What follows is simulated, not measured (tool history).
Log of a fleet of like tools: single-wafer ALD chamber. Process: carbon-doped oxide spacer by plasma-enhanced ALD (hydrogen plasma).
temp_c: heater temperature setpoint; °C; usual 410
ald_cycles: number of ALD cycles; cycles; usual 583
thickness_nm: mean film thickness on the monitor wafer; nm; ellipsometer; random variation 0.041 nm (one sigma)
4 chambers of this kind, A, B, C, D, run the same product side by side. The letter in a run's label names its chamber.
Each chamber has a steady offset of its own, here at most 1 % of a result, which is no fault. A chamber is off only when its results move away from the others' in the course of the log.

| run | day | temp_c | ald_cycles | hours since the last thermocouple change | read-back reference wafer on the same gauge, thickness_nm | thickness_nm |
|---|---|---|---|---|---|---|
| 1A | 0.371 | 410 | 583 | 1079.6 | 26.894 | 28.429 |
| 2B | 0.796 | 410 | 583 | 211.5 | 26.906 | 28.518 |
| 3C | 1.288 | 410 | 583 | 1089.5 | 26.914 | 28.473 |
| 4D | 1.746 | 410 | 583 | 521.1 | 26.922 | 28.400 |
| 5D | 2.171 | 410 | 583 | 531.3 | 26.930 | 28.388 |
| 6B | 2.479 | 410 | 583 | 251.9 | 26.925 | 28.497 |
| 7A | 2.996 | 410 | 583 | 1142.6 | 26.926 | 28.476 |
| 8C | 3.404 | 410 | 583 | 1140.3 | 26.941 | 28.592 |
| 9D | 4.000 | 418 | 583 | 575.2 | 26.942 | 27.725 |
| 10C | 4.562 | 418 | 583 | 1168.1 | 26.957 | 27.802 |
| 11B | 4.896 | 418 | 583 | 309.9 | 26.962 | 27.842 |
| 12A | 5.412 | 418 | 583 | 1200.6 | 26.974 | 27.734 |
| 13C | 5.921 | 410 | 583 | 1200.7 | 26.969 | 28.527 |
| 14A | 6.267 | 410 | 583 | 1221.1 | 26.963 | 28.498 |
| 15D | 6.612 | 410 | 583 | 637.9 | 26.981 | 28.493 |
| 16B | 7.142 | 410 | 583 | 363.8 | 26.994 | 28.553 |
| 17C | 7.462 | 410 | 583 | 1237.7 | 27.008 | 28.486 |
| 18B | 7.762 | 404 | 646 | 378.7 | 26.992 | 32.269 |
| 19A | 8.133 | 404 | 646 | 1265.9 | 27.001 | 32.248 |
| 20D | 8.404 | 404 | 646 | 680.9 | 27.011 | 32.199 |
| 21A | 8.671 | 404 | 646 | 1278.8 | 27.015 | 32.163 |
|  | 8.904 | chamber C: thermocouple changed; heater temperature recalibrated |
| 22B | 9.279 | 410 | 476 | 415.1 | 27.008 | 23.292 |
| 23D | 9.704 | 410 | 476 | 712.1 | 27.023 | 23.291 |
| 24C | 10.021 | 410 | 476 | 26.9 | 27.025 | 23.395 |
| 25C | 10.504 | 410 | 476 | 38.5 | 27.022 | 23.398 |
| 26A | 11.067 | 410 | 583 | 1336.3 | 27.046 | 28.599 |
| 27B | 11.354 | 410 | 583 | 464.9 | 27.049 | 28.597 |
| 28D | 11.788 | 410 | 583 | 762.1 | 27.043 | 28.490 |
| 29B | 12.267 | 410 | 583 | 486.8 | 27.050 | 28.576 |

What goes on in this fleet: one chamber off, a drifting gauge, or nothing beyond the chambers' own small offsets? Name the chamber and the cause, if any.

The gauge drifts, so all chambers seem to drift together. No chamber is off.
Cause: gauge reads high (%) = 0.602.
